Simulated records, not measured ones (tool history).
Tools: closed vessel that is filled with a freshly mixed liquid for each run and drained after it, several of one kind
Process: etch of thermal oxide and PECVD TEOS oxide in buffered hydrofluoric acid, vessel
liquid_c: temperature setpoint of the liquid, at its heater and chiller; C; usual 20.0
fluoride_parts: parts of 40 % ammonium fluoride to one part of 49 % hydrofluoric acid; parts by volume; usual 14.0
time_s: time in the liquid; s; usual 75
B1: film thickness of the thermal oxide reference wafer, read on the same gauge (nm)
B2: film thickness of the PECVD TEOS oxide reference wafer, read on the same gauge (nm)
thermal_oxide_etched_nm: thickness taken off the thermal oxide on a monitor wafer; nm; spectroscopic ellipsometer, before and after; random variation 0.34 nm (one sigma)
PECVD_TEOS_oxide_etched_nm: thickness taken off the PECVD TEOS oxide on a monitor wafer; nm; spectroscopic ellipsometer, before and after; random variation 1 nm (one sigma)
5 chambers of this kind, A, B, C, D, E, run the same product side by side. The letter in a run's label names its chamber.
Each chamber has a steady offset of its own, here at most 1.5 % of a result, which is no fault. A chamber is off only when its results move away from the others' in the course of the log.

run 1E hour=8.2 | liquid_c=20.0 fluoride_parts=14.0 time_s=75 | B1=49.987 B2=130.00 | thermal_oxide_etched_nm=48.032 PECVD_TEOS_oxide_etched_nm=162.91
run 2C hour=21.9 | liquid_c=20.0 fluoride_parts=14.0 time_s=75 | B1=49.999 B2=129.97 | thermal_oxide_etched_nm=49.582 PECVD_TEOS_oxide_etched_nm=166.19
run 3B hour=31.1 | liquid_c=20.0 fluoride_parts=14.0 time_s=75 | B1=50.004 B2=129.98 | thermal_oxide_etched_nm=48.922 PECVD_TEOS_oxide_etched_nm=164.97
run 4A hour=38.5 | liquid_c=20.0 fluoride_parts=14.0 time_s=75 | B1=49.956 B2=129.99 | thermal_oxide_etched_nm=49.046 PECVD_TEOS_oxide_etched_nm=164.76
run 5D hour=46.0 | liquid_c=20.0 fluoride_parts=14.0 time_s=75 | B1=50.008 B2=129.97 | thermal_oxide_etched_nm=49.088 PECVD_TEOS_oxide_etched_nm=164.80
run 6E hour=58.0 | liquid_c=20.0 fluoride_parts=14.0 time_s=75 | B1=50.005 B2=129.99 | thermal_oxide_etched_nm=48.474 PECVD_TEOS_oxide_etched_nm=164.75
run 7A hour=65.7 | liquid_c=20.0 fluoride_parts=14.0 time_s=75 | B1=49.999 B2=129.99 | thermal_oxide_etched_nm=48.433 PECVD_TEOS_oxide_etched_nm=164.92
run 8B hour=71.9 | liquid_c=20.0 fluoride_parts=14.0 time_s=75 | B1=49.999 B2=129.97 | thermal_oxide_etched_nm=48.310 PECVD_TEOS_oxide_etched_nm=166.87
run 9C hour=83.8 | liquid_c=20.0 fluoride_parts=14.0 time_s=75 | B1=50.021 B2=130.00 | thermal_oxide_etched_nm=49.419 PECVD_TEOS_oxide_etched_nm=162.92
run 10D hour=92.4 | liquid_c=20.0 fluoride_parts=17.5 time_s=75 | B1=49.973 B2=130.00 | thermal_oxide_etched_nm=38.893 PECVD_TEOS_oxide_etched_nm=133.32
run 11C hour=102.5 | liquid_c=20.0 fluoride_parts=17.5 time_s=75 | B1=49.995 B2=130.00 | thermal_oxide_etched_nm=39.086 PECVD_TEOS_oxide_etched_nm=133.41
run 12E hour=110.6 | liquid_c=20.0 fluoride_parts=17.5 time_s=75 | B1=49.997 B2=130.02 | thermal_oxide_etched_nm=38.305 PECVD_TEOS_oxide_etched_nm=131.72
run 13A hour=123.9 | liquid_c=20.0 fluoride_parts=17.5 time_s=75 | B1=49.975 B2=130.01 | thermal_oxide_etched_nm=39.529 PECVD_TEOS_oxide_etched_nm=133.40
run 14B hour=133.5 | liquid_c=20.0 fluoride_parts=17.5 time_s=75 | B1=50.032 B2=129.98 | thermal_oxide_etched_nm=39.030 PECVD_TEOS_oxide_etched_nm=133.92
run 15D hour=143.6 | liquid_c=20.0 fluoride_parts=14.0 time_s=75 | B1=49.992 B2=129.99 | thermal_oxide_etched_nm=48.412 PECVD_TEOS_oxide_etched_nm=164.24
run 16C hour=156.8 | liquid_c=20.0 fluoride_parts=14.0 time_s=75 | B1=49.993 B2=130.00 | thermal_oxide_etched_nm=49.020 PECVD_TEOS_oxide_etched_nm=164.82
run 17D hour=169.1 | liquid_c=20.0 fluoride_parts=14.0 time_s=75 | B1=49.980 B2=129.99 | thermal_oxide_etched_nm=49.108 PECVD_TEOS_oxide_etched_nm=164.16
run 18B hour=175.4 | liquid_c=24.5 fluoride_parts=14.0 time_s=100 | B1=50.023 B2=129.99 | thermal_oxide_etched_nm=82.347 PECVD_TEOS_oxide_etched_nm=284.04
run 19E hour=183.2 | liquid_c=24.5 fluoride_parts=14.0 time_s=100 | B1=50.023 B2=130.00 | thermal_oxide_etched_nm=82.198 PECVD_TEOS_oxide_etched_nm=279.54
run 20A hour=190.5 | liquid_c=24.5 fluoride_parts=14.0 time_s=100 | B1=50.019 B2=130.02 | thermal_oxide_etched_nm=83.939 PECVD_TEOS_oxide_etched_nm=285.33
run 21B hour=199.2 | liquid_c=24.5 fluoride_parts=14.0 time_s=100 | B1=49.978 B2=130.02 | thermal_oxide_etched_nm=83.118 PECVD_TEOS_oxide_etched_nm=282.48
run 22C hour=207.6 | liquid_c=24.5 fluoride_parts=14.0 time_s=100 | B1=50.002 B2=129.99 | thermal_oxide_etched_nm=83.585 PECVD_TEOS_oxide_etched_nm=280.26
run 23E hour=217.9 | liquid_c=20.0 fluoride_parts=14.0 time_s=75 | B1=49.990 B2=129.99 | thermal_oxide_etched_nm=48.705 PECVD_TEOS_oxide_etched_nm=163.91
run 24D hour=226.9 | liquid_c=20.0 fluoride_parts=14.0 time_s=75 | B1=50.014 B2=130.00 | thermal_oxide_etched_nm=49.179 PECVD_TEOS_oxide_etched_nm=163.87
run 25A hour=239.1 | liquid_c=20.0 fluoride_parts=14.0 time_s=75 | B1=49.988 B2=130.00 | thermal_oxide_etched_nm=49.184 PECVD_TEOS_oxide_etched_nm=167.24
-- hour=246.5 chamber D: hydrofluoric acid flow meter replaced
run 26A hour=248.1 | liquid_c=20.0 fluoride_parts=14.0 time_s=75 | B1=50.017 B2=130.04 | thermal_oxide_etched_nm=48.433 PECVD_TEOS_oxide_etched_nm=164.91
run 27B hour=255.9 | liquid_c=20.0 fluoride_parts=14.0 time_s=75 | B1=50.011 B2=129.99 | thermal_oxide_etched_nm=48.583 PECVD_TEOS_oxide_etched_nm=166.99
run 28E hour=263.4 | liquid_c=20.0 fluoride_parts=14.0 time_s=75 | B1=49.980 B2=130.00 | thermal_oxide_etched_nm=48.223 PECVD_TEOS_oxide_etched_nm=163.31
run 29D hour=276.0 | liquid_c=20.0 fluoride_parts=14.0 time_s=75 | B1=49.950 B2=130.04 | thermal_oxide_etched_nm=48.598 PECVD_TEOS_oxide_etched_nm=163.68
run 30C hour=283.0 | liquid_c=20.0 fluoride_parts=14.0 time_s=75 | B1=50.015 B2=130.02 | thermal_oxide_etched_nm=49.090 PECVD_TEOS_oxide_etched_nm=165.90
run 31C hour=296.6 | liquid_c=20.0 fluoride_parts=14.0 time_s=75 | B1=50.043 B2=130.01 | thermal_oxide_etched_nm=49.603 PECVD_TEOS_oxide_etched_nm=163.74
run 32A hour=307.3 | liquid_c=20.0 fluoride_parts=14.0 time_s=75 | B1=50.024 B2=130.00 | thermal_oxide_etched_nm=48.909 PECVD_TEOS_oxide_etched_nm=165.42
run 33D hour=320.9 | liquid_c=20.0 fluoride_parts=14.0 time_s=75 | B1=49.999 B2=129.99 | thermal_oxide_etched_nm=48.966 PECVD_TEOS_oxide_etched_nm=164.20
run 34B hour=332.6 | liquid_c=18.0 fluoride_parts=14.0 time_s=75 | B1=49.961 B2=130.03 | thermal_oxide_etched_nm=43.990 PECVD_TEOS_oxide_etched_nm=147.49
-- hour=335.5 chamber C: hydrofluoric acid flow meter replaced
run 35E hour=345.2 | liquid_c=18.0 fluoride_parts=14.0 time_s=75 | B1=50.042 B2=130.00 | thermal_oxide_etched_nm=43.012 PECVD_TEOS_oxide_etched_nm=145.66
run 36A hour=355.7 | liquid_c=18.0 fluoride_parts=14.0 time_s=75 | B1=49.971 B2=129.99 | thermal_oxide_etched_nm=43.651 PECVD_TEOS_oxide_etched_nm=147.29
run 37C hour=366.0 | liquid_c=18.0 fluoride_parts=14.0 time_s=75 | B1=50.006 B2=129.98 | thermal_oxide_etched_nm=43.943 PECVD_TEOS_oxide_etched_nm=148.40
run 38E hour=378.0 | liquid_c=18.0 fluoride_parts=14.0 time_s=75 | B1=49.975 B2=130.00 | thermal_oxide_etched_nm=43.081 PECVD_TEOS_oxide_etched_nm=144.81
run 39D hour=389.9 | liquid_c=20.0 fluoride_parts=14.0 time_s=95 | B1=50.012 B2=129.98 | thermal_oxide_etched_nm=62.317 PECVD_TEOS_oxide_etched_nm=207.52
run 40B hour=401.6 | liquid_c=20.0 fluoride_parts=14.0 time_s=95 | B1=50.004 B2=129.99 | thermal_oxide_etched_nm=61.401 PECVD_TEOS_oxide_etched_nm=211.49

What goes on in this fleet: one chamber off, a drifting gauge, or nothing beyond the chambers' own small offsets? Name the chamber and the cause, if any.

No chamber stands off beyond its own small offset, and the gauge holds steady.

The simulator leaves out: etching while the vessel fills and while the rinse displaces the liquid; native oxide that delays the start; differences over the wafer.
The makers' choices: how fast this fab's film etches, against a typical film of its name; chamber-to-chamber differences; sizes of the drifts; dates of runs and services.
